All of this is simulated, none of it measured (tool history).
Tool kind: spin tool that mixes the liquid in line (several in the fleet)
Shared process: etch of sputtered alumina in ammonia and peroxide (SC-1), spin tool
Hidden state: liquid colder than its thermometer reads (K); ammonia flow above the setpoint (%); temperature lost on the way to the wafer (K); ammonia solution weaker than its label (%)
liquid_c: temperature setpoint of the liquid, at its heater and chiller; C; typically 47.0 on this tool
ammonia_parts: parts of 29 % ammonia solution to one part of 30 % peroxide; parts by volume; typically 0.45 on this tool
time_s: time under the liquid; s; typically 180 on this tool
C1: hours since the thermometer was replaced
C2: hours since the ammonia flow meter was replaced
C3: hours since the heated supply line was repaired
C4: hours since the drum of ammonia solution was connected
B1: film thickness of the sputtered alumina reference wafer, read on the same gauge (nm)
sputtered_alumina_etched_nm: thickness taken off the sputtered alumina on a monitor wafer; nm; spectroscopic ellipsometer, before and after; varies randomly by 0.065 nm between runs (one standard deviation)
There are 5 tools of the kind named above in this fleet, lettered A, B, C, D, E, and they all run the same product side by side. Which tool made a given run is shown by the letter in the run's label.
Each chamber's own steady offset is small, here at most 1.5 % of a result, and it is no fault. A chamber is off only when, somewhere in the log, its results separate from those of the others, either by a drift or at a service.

run 1B hour=3.9 | liquid_c=47.0 ammonia_parts=0.45 time_s=180 | C1=1388.7 C2=832.5 C3=3779.7 C4=56.0 | B1=110.03 | sputtered_alumina_etched_nm=8.2982
run 2E hour=7.6 | liquid_c=47.0 ammonia_parts=0.45 time_s=180 | C1=360.1 C2=1735.7 C3=1170.3 C4=169.5 | B1=110.00 | sputtered_alumina_etched_nm=8.3475
-- hour=9.8 chamber A: new drum of ammonia solution connected
run 3A hour=10.7 | liquid_c=47.0 ammonia_parts=0.45 time_s=180 | C1=1388.8 C2=1048.4 C3=2661.6 C4=1.0 | B1=110.00 | sputtered_alumina_etched_nm=8.5319
run 4C hour=13.5 | liquid_c=47.0 ammonia_parts=0.45 time_s=180 | C1=826.0 C2=405.2 C3=469.1 C4=153.9 | B1=110.02 | sputtered_alumina_etched_nm=8.4066
run 5D hour=17.0 | liquid_c=47.0 ammonia_parts=0.45 time_s=180 | C1=714.0 C2=733.8 C3=1505.2 C4=618.8 | B1=109.99 | sputtered_alumina_etched_nm=8.3484
run 6C hour=19.5 | liquid_c=47.0 ammonia_parts=0.45 time_s=180 | C1=832.0 C2=411.2 C3=475.1 C4=159.9 | B1=110.01 | sputtered_alumina_etched_nm=8.5020
run 7D hour=22.5 | liquid_c=47.0 ammonia_parts=0.45 time_s=180 | C1=719.5 C2=739.3 C3=1510.7 C4=624.3 | B1=109.96 | sputtered_alumina_etched_nm=8.3942
run 8A hour=26.0 | liquid_c=47.0 ammonia_parts=0.45 time_s=180 | C1=1404.1 C2=1063.7 C3=2676.9 C4=16.3 | B1=110.00 | sputtered_alumina_etched_nm=8.4516
run 9E hour=29.0 | liquid_c=47.0 ammonia_parts=0.45 time_s=180 | C1=381.5 C2=1757.1 C3=1191.7 C4=190.9 | B1=109.99 | sputtered_alumina_etched_nm=8.1798
run 10B hour=32.7 | liquid_c=47.0 ammonia_parts=0.45 time_s=180 | C1=1417.5 C2=861.3 C3=3808.5 C4=84.8 | B1=109.97 | sputtered_alumina_etched_nm=8.3698
run 11A hour=37.6 | liquid_c=47.0 ammonia_parts=0.45 time_s=180 | C1=1415.7 C2=1075.3 C3=2688.5 C4=27.9 | B1=110.03 | sputtered_alumina_etched_nm=8.3832
-- hour=39.0 chamber D: heated supply line repaired
run 12C hour=40.5 | liquid_c=50.5 ammonia_parts=0.45 time_s=180 | C1=853.0 C2=432.2 C3=496.1 C4=180.9 | B1=110.04 | sputtered_alumina_etched_nm=10.0750
run 13B hour=45.3 | liquid_c=50.5 ammonia_parts=0.45 time_s=180 | C1=1430.1 C2=873.9 C3=3821.1 C4=97.4 | B1=110.02 | sputtered_alumina_etched_nm=10.1820
run 14D hour=49.7 | liquid_c=50.5 ammonia_parts=0.45 time_s=180 | C1=746.7 C2=766.5 C3=10.7 C4=651.5 | B1=110.01 | sputtered_alumina_etched_nm=10.3060
run 15E hour=51.9 | liquid_c=50.5 ammonia_parts=0.45 time_s=180 | C1=404.4 C2=1780.0 C3=1214.6 C4=213.8 | B1=110.00 | sputtered_alumina_etched_nm=10.0420
run 16E hour=54.9 | liquid_c=50.5 ammonia_parts=0.45 time_s=180 | C1=407.4 C2=1783.0 C3=1217.6 C4=216.8 | B1=109.99 | sputtered_alumina_etched_nm=9.9849
run 17C hour=60.0 | liquid_c=47.0 ammonia_parts=0.45 time_s=180 | C1=872.5 C2=451.7 C3=515.6 C4=200.4 | B1=109.99 | sputtered_alumina_etched_nm=8.2443
run 18B hour=63.9 | liquid_c=47.0 ammonia_parts=0.45 time_s=180 | C1=1448.7 C2=892.5 C3=3839.7 C4=116.0 | B1=110.02 | sputtered_alumina_etched_nm=8.3171
run 19D hour=68.5 | liquid_c=47.0 ammonia_parts=0.45 time_s=180 | C1=765.5 C2=785.3 C3=29.5 C4=670.3 | B1=110.02 | sputtered_alumina_etched_nm=8.4223
run 20A hour=72.1 | liquid_c=47.0 ammonia_parts=0.45 time_s=180 | C1=1450.2 C2=1109.8 C3=2723.0 C4=62.4 | B1=109.94 | sputtered_alumina_etched_nm=8.3935
run 21D hour=75.9 | liquid_c=47.0 ammonia_parts=0.25 time_s=135 | C1=772.9 C2=792.7 C3=36.9 C4=677.7 | B1=110.00 | sputtered_alumina_etched_nm=5.9201
run 22B hour=79.3 | liquid_c=47.0 ammonia_parts=0.25 time_s=135 | C1=1464.1 C2=907.9 C3=3855.1 C4=131.4 | B1=109.96 | sputtered_alumina_etched_nm=5.9082
-- hour=83.0 chamber A: heated supply line repaired
run 23C hour=83.9 | liquid_c=47.0 ammonia_parts=0.25 time_s=135 | C1=896.4 C2=475.6 C3=539.5 C4=224.3 | B1=110.00 | sputtered_alumina_etched_nm=5.6791
run 24E hour=88.6 | liquid_c=47.0 ammonia_parts=0.25 time_s=135 | C1=441.1 C2=1816.7 C3=1251.3 C4=250.5 | B1=110.00 | sputtered_alumina_etched_nm=5.9520
run 25A hour=92.3 | liquid_c=47.0 ammonia_parts=0.25 time_s=135 | C1=1470.4 C2=1130.0 C3=9.3 C4=82.6 | B1=110.00 | sputtered_alumina_etched_nm=5.9352
run 26E hour=95.9 | liquid_c=47.0 ammonia_parts=0.45 time_s=180 | C1=448.4 C2=1824.0 C3=1258.6 C4=257.8 | B1=110.00 | sputtered_alumina_etched_nm=8.2981
run 27C hour=100.1 | liquid_c=47.0 ammonia_parts=0.45 time_s=180 | C1=912.6 C2=491.8 C3=555.7 C4=240.5 | B1=109.97 | sputtered_alumina_etched_nm=7.8688
run 28A hour=104.6 | liquid_c=47.0 ammonia_parts=0.45 time_s=180 | C1=1482.7 C2=1142.3 C3=21.6 C4=94.9 | B1=109.98 | sputtered_alumina_etched_nm=8.3819
run 29B hour=107.1 | liquid_c=47.0 ammonia_parts=0.45 time_s=180 | C1=1491.9 C2=935.7 C3=3882.9 C4=159.2 | B1=109.94 | sputtered_alumina_etched_nm=8.4437
run 30D hour=109.5 | liquid_c=38.0 ammonia_parts=0.45 time_s=180 | C1=806.5 C2=826.3 C3=70.5 C4=711.3 | B1=110.02 | sputtered_alumina_etched_nm=5.0004
run 31E hour=113.9 | liquid_c=38.0 ammonia_parts=0.45 time_s=180 | C1=466.4 C2=1842.0 C3=1276.6 C4=275.8 | B1=110.01 | sputtered_alumina_etched_nm=4.9200
run 32A hour=119.0 | liquid_c=38.0 ammonia_parts=0.45 time_s=180 | C1=1497.1 C2=1156.7 C3=36.0 C4=109.3 | B1=110.03 | sputtered_alumina_etched_nm=4.9551
run 33B hour=123.9 | liquid_c=38.0 ammonia_parts=0.45 time_s=180 | C1=1508.7 C2=952.5 C3=3899.7 C4=176.0 | B1=109.95 | sputtered_alumina_etched_nm=5.0276
run 34D hour=127.5 | liquid_c=38.0 ammonia_parts=0.45 time_s=180 | C1=824.5 C2=844.3 C3=88.5 C4=729.3 | B1=110.00 | sputtered_alumina_etched_nm=4.9503
run 35C hour=130.5 | liquid_c=47.0 ammonia_parts=0.45 time_s=180 | C1=943.0 C2=522.2 C3=586.1 C4=270.9 | B1=109.96 | sputtered_alumina_etched_nm=7.7639
run 36C hour=133.1 | liquid_c=47.0 ammonia_parts=0.45 time_s=180 | C1=945.6 C2=524.8 C3=588.7 C4=273.5 | B1=109.97 | sputtered_alumina_etched_nm=7.7164
run 37A hour=135.6 | liquid_c=47.0 ammonia_parts=0.45 time_s=180 | C1=1513.7 C2=1173.3 C3=52.6 C4=125.9 | B1=109.99 | sputtered_alumina_etched_nm=8.5039
run 38B hour=139.8 | liquid_c=47.0 ammonia_parts=0.45 time_s=180 | C1=1524.6 C2=968.4 C3=3915.6 C4=191.9 | B1=110.01 | sputtered_alumina_etched_nm=8.3605
run 39E hour=142.6 | liquid_c=47.0 ammonia_parts=0.45 time_s=180 | C1=495.1 C2=1870.7 C3=1305.3 C4=304.5 | B1=110.00 | sputtered_alumina_etched_nm=8.4258
run 40D hour=145.3 | liquid_c=47.0 ammonia_parts=0.45 time_s=180 | C1=842.3 C2=862.1 C3=106.3 C4=747.1 | B1=110.02 | sputtered_alumina_etched_nm=8.4387
run 41A hour=149.4 | liquid_c=47.0 ammonia_parts=0.40 time_s=180 | C1=1527.5 C2=1187.1 C3=66.4 C4=139.7 | B1=110.00 | sputtered_alumina_etched_nm=8.4168

The same settings go to every chamber for the next run, one line per chamber below. Forecast the results for each:
run 42A hour=153.1 | liquid_c=47.0 ammonia_parts=0.45 time_s=180 | sputtered_alumina_etched_nm=?
run 42B hour=153.1 | liquid_c=47.0 ammonia_parts=0.45 time_s=180 | sputtered_alumina_etched_nm=?
run 42C hour=153.1 | liquid_c=47.0 ammonia_parts=0.45 time_s=180 | sputtered_alumina_etched_nm=?
run 42D hour=153.1 | liquid_c=47.0 ammonia_parts=0.45 time_s=180 | sputtered_alumina_etched_nm=?
run 42E hour=153.1 | liquid_c=47.0 ammonia_parts=0.45 time_s=180 | sputtered_alumina_etched_nm=?

run=42A sputtered_alumina_etched_nm=8.4739
run=42B sputtered_alumina_etched_nm=8.4766
run=42C sputtered_alumina_etched_nm=7.6099
run=42D sputtered_alumina_etched_nm=8.3958
run=42E sputtered_alumina_etched_nm=8.4100

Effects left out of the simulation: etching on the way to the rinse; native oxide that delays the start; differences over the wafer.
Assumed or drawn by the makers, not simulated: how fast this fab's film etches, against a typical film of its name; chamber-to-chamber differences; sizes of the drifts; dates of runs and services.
